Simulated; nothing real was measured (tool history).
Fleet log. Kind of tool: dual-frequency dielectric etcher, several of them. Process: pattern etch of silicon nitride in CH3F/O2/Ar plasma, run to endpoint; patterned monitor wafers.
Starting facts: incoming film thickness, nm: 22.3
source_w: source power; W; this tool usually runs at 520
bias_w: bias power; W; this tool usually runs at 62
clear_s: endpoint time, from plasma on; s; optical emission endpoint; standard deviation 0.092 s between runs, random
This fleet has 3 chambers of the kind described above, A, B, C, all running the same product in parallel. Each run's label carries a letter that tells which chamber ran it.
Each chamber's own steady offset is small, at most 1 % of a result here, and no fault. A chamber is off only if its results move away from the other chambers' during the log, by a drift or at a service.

run   hour  source_w  bias_w  clear_s
 1C    6.0       520      62   30.672
 2B   11.3       520      62   30.439
 3A   18.1       520      62   30.576
 4A   21.7       520      62   30.550
 5B   27.4       520      62   30.432
      32.2  -- chamber C: bias power generator calibrated
 6C   32.6       520      62   30.551
 7C   38.5       520      62   30.665
 8A   43.4       520      62   30.529
 9B   47.4       520      62   30.430
10C   53.2       520      62   30.704
      56.6  -- chamber A: wet clean of the chamber
11B   58.4       520      62   30.482
12A   66.1       520      62   30.592
13C   72.8       520      62   31.042
14B   76.6       520      62   30.350
15A   80.9       520      62   30.418
16A   88.6       520      62   30.529
17C   95.8       520      62   31.251
18B  101.1       520      62   30.506
19B  106.6       400      62   33.600
20A  111.2       400      62   33.688
21C  116.2       400      62   35.020
22A  120.7       520      62   30.436

Next, all 3 chambers run the settings below, one line each with question marks for the results. What does each chamber give?
23A  126.3       520      62        ?
23B  126.3       520      62        ?
23C  126.3       520      62        ?

run  clear_s
23A   30.588
23B   30.523
23C   31.900
